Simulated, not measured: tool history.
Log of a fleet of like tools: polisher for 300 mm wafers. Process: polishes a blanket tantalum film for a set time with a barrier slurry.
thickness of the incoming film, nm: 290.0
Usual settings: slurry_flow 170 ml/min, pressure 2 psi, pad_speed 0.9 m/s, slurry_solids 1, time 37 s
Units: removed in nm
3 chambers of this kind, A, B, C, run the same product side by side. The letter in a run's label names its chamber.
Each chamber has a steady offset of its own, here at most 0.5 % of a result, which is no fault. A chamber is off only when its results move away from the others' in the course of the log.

run,day,slurry_flow,pressure,pad_speed,slurry_solids,time,removed
1A,0.442,170,2,0.9,1,37,46.447
2C,0.9,170,2,0.9,1,37,47.056
# day 0.925: chamber C: worn pad replaced by a new one
3B,1.388,170,2,0.9,1,37,47.403
4B,1.642,170,2,0.9,1,37,47.577
# day 1.85: chamber A: worn pad replaced by a new one
5C,2.083,170,2,0.9,1,37,46.956
6A,2.329,170,2,0.9,1,37,47.225
7C,2.575,170,2,0.9,1,37,47.115
8B,2.942,170,2.4,0.9,1,41,63.087
# day 3.204: chamber C: slurry blender recalibrated
9A,3.304,170,2.4,0.9,1,41,62.131
# day 3.496: chamber C: head pressure recalibrated
# day 3.638: chamber A: slurry blender recalibrated
10B,3.667,170,2.4,0.9,1,41,63.144
11C,3.925,170,2,0.9,1,37,43.047
12A,4.208,170,2,0.9,1,37,47.422
# day 4.225: chamber B: worn pad replaced by a new one
# day 4.488: chamber C: worn pad replaced by a new one
13C,4.604,170,2,0.9,1,37,43.117
14A,5.046,170,2,0.9,1,37,47.132
15B,5.412,170,2,0.9,1.15,37,48.929
# day 5.658: chamber A: slurry nozzle cleaned
# day 5.696: chamber A: worn pad replaced by a new one
16A,5.888,170,2,0.9,1.15,37,48.771
17C,6.225,170,2,0.9,1.15,37,45.045
18B,6.521,170,2,0.9,1,37,47.173
19C,6.975,170,2,0.9,1,37,43.561
20A,7.429,170,2,0.9,1,37,46.689
21B,7.917,170,2,0.9,1,37,46.534
# day 8.071: chamber C: worn pad replaced by a new one
22B,8.175,170,2,0.9,1,37,46.609
23C,8.471,170,2,0.9,1,37,43.022
24A,8.775,170,2,0.9,0.85,37,44.882

All 3 chambers run these settings next. Forecast each chamber's results:
25A,9.125,170,2,0.9,1,37,?
25B,9.125,170,2,0.9,1,37,?
25C,9.125,170,2,0.9,1,37,?

run,removed
25A,46.479
25B,47.479
25C,43.11
